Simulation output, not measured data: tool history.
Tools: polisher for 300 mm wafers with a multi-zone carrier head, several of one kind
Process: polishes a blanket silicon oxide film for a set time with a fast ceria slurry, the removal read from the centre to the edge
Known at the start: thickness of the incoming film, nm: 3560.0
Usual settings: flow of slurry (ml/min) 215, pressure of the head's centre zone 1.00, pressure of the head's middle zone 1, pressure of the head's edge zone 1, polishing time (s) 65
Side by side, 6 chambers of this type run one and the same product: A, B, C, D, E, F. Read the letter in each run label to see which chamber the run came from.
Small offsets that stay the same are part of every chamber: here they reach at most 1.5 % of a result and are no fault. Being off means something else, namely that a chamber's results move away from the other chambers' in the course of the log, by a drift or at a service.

run	hour	flow of slurry (ml/min)	pressure of the head's centre zone	pressure of the head's middle zone	pressure of the head's edge zone	polishing time (s)	wafers polished on this pad	hours since the slurry nozzle was cleaned	hours since the centre zone pressure was calibrated	hours since the edge zone pressure was calibrated	film removed at the wafer's centre (Å)	film removed at mid-radius (Å)	film removed at the wafer's edge (Å)
# hour 9.0: chamber E: worn pad replaced by a new one
# hour 13.6: chamber D: slurry nozzle cleaned
1C	14.6	215	1.00	1	1	65	1198	283.3	864.7	179.3	12462	12592	12581
2D	22.0	215	1.00	1	1	65	543	8.5	738.2	204.9	12406	12732	12812
3B	32.8	215	1.00	1	1	65	445	206.5	190.6	117.6	12541	12573	12801
4F	41.1	215	1.00	1	1	65	440	100.0	238.9	241.1	12772	12546	12356
# hour 42.0: chamber A: worn pad replaced by a new one
# hour 44.8: chamber C: worn pad replaced by a new one
5E	49.5	215	1.00	1	1	65	385	270.0	326.6	57.2	12594	12676	12547
6A	58.6	215	1.00	1	1	65	158	606.4	297.6	897.7	12589	12650	12537
# hour 67.7: chamber B: worn pad replaced by a new one
7E	74.2	215	1.00	1	1	65	620	294.7	351.3	81.9	12547	12636	12616
# hour 80.6: chamber D: worn pad replaced by a new one
8A	83.2	215	0.91	1	1	65	392	631.0	322.2	922.3	11209	12786	12567
# hour 86.2: chamber E: worn pad replaced by a new one
9C	92.4	215	0.91	1	1	65	452	361.1	942.5	257.1	11294	12672	12506
10D	105.9	215	0.91	1	1	65	240	92.4	822.1	288.8	11242	12723	12880
11B	119.4	215	0.91	1	1	65	491	293.1	277.2	204.2	11338	12557	12621
# hour 120.7: chamber A: worn pad replaced by a new one
# hour 126.6: chamber F: worn pad replaced by a new one
12F	134.3	215	0.91	1	1	65	74	193.2	332.1	334.3	11399	12491	12482
13B	142.2	215	0.91	1	1	65	707	315.9	300.0	227.0	11482	12590	12755
14C	155.2	215	1.00	1	1	65	1048	423.9	1005.3	319.9	12430	12506	12426
# hour 156.7: chamber B: worn pad replaced by a new one
# hour 158.2: chamber D: edge zone pressure recalibrated
# hour 168.5: chamber C: worn pad replaced by a new one
# hour 168.8: chamber B: slurry nozzle cleaned
15E	169.9	215	1.00	1	1	65	795	390.4	447.0	177.6	12345	12303	12498
# hour 174.7: chamber E: worn pad replaced by a new one
16D	182.6	215	1.00	1	1	65	969	169.1	898.8	24.5	12665	12566	12774
17F	195.9	215	1.00	1	1	65	659	254.8	393.7	395.9	12724	12452	12395
18A	203.6	215	1.00	1	1	65	788	751.4	442.6	1042.7	12563	12776	12543
# hour 206.0: chamber A: worn pad replaced by a new one
# hour 212.3: chamber D: worn pad replaced by a new one
19A	218.3	215	1.00	1	1	65	116	766.1	457.3	1057.4	12779	12692	12556
20C	231.0	215	1.00	1	1	65	594	499.7	1081.1	395.7	12376	12509	12557
# hour 236.7: chamber F: worn pad replaced by a new one
21B	239.6	215	1.00	1	1	65	787	70.9	397.4	324.4	12442	12486	12758
# hour 243.7: chamber F: slurry nozzle cleaned
# hour 244.3: chamber D: centre zone pressure recalibrated
# hour 246.7: chamber B: worn pad replaced by a new one
22F	249.1	170	1.09	1	1	65	118	5.4	446.9	449.1	13471	11997	12214
# hour 251.8: chamber A: slurry nozzle cleaned
# hour 261.6: chamber E: worn pad replaced by a new one
23D	262.9	170	1.09	1	1	65	480	249.4	18.6	104.8	13245	12094	12344
24E	275.0	170	1.09	1	1	65	127	495.5	552.1	282.7	12862	11809	11851
# hour 285.2: chamber A: worn pad replaced by a new one
25C	285.9	170	1.09	1	1	65	1115	554.6	1136.0	450.6	13200	12158	12218
# hour 297.9: chamber C: worn pad replaced by a new one
26B	300.5	170	1.09	1	1	65	511	131.8	458.3	385.3	13199	12130	12410
27F	315.2	170	1.09	1	1	65	746	71.5	513.0	515.2	13383	11945	12066
# hour 323.1: chamber D: worn pad replaced by a new one
28A	323.3	215	1.00	1	1	65	362	71.6	562.3	1162.4	12497	12609	12691
# hour 334.6: chamber C: slurry nozzle cleaned
# hour 336.1: chamber E: worn pad replaced by a new one
29D	336.5	215	1.00	1	1	65	127	323.0	92.2	178.4	12508	12613	12820
# hour 341.7: chamber B: worn pad replaced by a new one
30E	348.5	215	1.00	1	1	65	118	569.0	625.6	356.2	12032	11845	12140
31E	357.2	215	1.00	1	1	65	200	577.7	634.3	364.9	12024	12069	12212
# hour 360.6: chamber F: worn pad replaced by a new one
32F	368.5	215	1.00	1	1	65	75	124.8	566.3	568.5	12625	12408	12403
# hour 371.9: chamber C: centre zone pressure recalibrated
# hour 376.0: chamber A: worn pad replaced by a new one
33B	378.8	215	1.00	1	1	65	352	210.1	536.6	463.6	12612	12605	12686
34C	390.1	215	1.00	1	1	65	876	55.5	18.2	554.8	12594	12560	12573
35A	398.9	215	0.92	1	1	65	218	147.2	637.9	1238.0	11548	12583	12628
36D	411.3	215	0.92	1	1	65	837	397.8	167.0	253.2	11400	12840	12725
37C	418.9	215	0.92	1	1	65	1149	84.3	47.0	583.6	11416	12453	12592
38D	433.1	215	0.92	1	1	65	1045	419.6	188.8	275.0	11560	12629	12701

For the next run the whole fleet of 6 chambers uses the same settings. Give each chamber's results:
39A	444.6	215	1.00	1	1	65					?	?	?
39B	444.6	215	1.00	1	1	65					?	?	?
39C	444.6	215	1.00	1	1	65					?	?	?
39D	444.6	215	1.00	1	1	65					?	?	?
39E	444.6	215	1.00	1	1	65					?	?	?
39F	444.6	215	1.00	1	1	65					?	?	?

run	film removed at the wafer's centre (Å)	film removed at mid-radius (Å)	film removed at the wafer's edge (Å)
39A	12682	12690	12720
39B	12562	12549	12709
39C	12804	12674	12482
39D	12686	12680	12900
39E	11568	11649	12016
39F	12699	12405	12495

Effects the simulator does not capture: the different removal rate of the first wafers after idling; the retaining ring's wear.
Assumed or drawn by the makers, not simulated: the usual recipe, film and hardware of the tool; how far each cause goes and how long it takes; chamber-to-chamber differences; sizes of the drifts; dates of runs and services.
